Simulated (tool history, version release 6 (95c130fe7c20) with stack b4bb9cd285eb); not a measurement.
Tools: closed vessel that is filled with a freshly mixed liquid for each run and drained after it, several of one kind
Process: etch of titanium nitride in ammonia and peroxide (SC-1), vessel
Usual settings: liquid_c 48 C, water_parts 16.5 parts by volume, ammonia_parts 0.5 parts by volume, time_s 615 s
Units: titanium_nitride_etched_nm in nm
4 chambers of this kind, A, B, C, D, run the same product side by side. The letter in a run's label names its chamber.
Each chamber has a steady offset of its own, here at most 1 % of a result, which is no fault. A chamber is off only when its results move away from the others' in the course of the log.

run	hour	liquid_c	water_parts	ammonia_parts	time_s	read-back film thickness of the titanium nitride reference wafer, read on the same gauge (nm)	titanium_nitride_etched_nm
1A	9.4	48	16.5	0.5	615	99.974	34.139
2C	14.3	48	16.5	0.5	615	100.04	34.34
3D	23.2	48	16.5	0.5	615	99.959	34.089
4B	32.6	48	16.5	0.5	615	99.965	34.131
5D	42.1	48	16.5	0.5	615	100	34.279
6C	49.9	48	16.5	0.5	615	99.984	34.162
7A	56	48	16.5	0.5	615	100.04	34.295
8B	60.8	48	16.5	0.5	615	100.01	33.797
# hour 63.2: chamber C: thermometer replaced
9B	69.4	48	16.5	0.5	615	100.03	33.886
10C	77.9	48	16.5	0.5	615	100.05	34.004
11D	85.2	48	16.5	0.5	615	100.02	34.024
12A	95.9	48	16.5	0.5	615	100.01	34.302
13B	106	48	16.5	0.5	615	100.03	33.987
14C	115.5	48	16.5	0.5	615	100.02	34.295
15A	120.7	48	16.5	0.5	615	100.03	34.004
16D	126	48	16.5	0.5	615	100.02	33.979
17B	130.9	48	16.5	0.5	615	99.957	33.812
# hour 136.3: chamber D: new drum of ammonia solution connected
18D	139.4	48	16.5	0.5	615	99.99	33.567
19C	146.2	48	16.5	0.5	615	99.964	34.027
20A	151.7	48	16.5	0.5	615	100.01	34.15
21C	158.4	48	16.5	0.5	615	100.01	34.155
22B	168.7	48	16.5	0.5	615	100.03	33.844
23D	173.5	48	9	0.5	940	100.03	70.032
24A	180.4	48	9	0.5	940	99.989	72.445
25A	191.1	48	9	0.5	940	99.997	72.55
26B	198.9	48	9	0.5	940	100.02	71.949
# hour 206.1: chamber A: new drum of ammonia solution connected
27C	209	48	16.5	0.5	615	99.988	34.071
28D	218.8	48	16.5	0.5	615	100.04	32.957
29B	228	48	16.5	0.5	615	99.998	33.851
30C	234.1	48	16.5	0.5	615	99.961	34.319
31D	243.7	48	16.5	0.5	615	99.977	32.202
32A	249.1	48	16.5	0.5	615	99.996	34.506
33A	257.2	48	16.5	0.5	615	99.994	34.077

All 4 chambers run these settings next. Forecast each chamber's results:
34A	264.9	48	16.5	0.5	615		?
34B	264.9	48	16.5	0.5	615		?
34C	264.9	48	16.5	0.5	615		?
34D	264.9	48	16.5	0.5	615		?

run	titanium_nitride_etched_nm
34A	33.948
34B	34.095
34C	34.12
34D	32.213
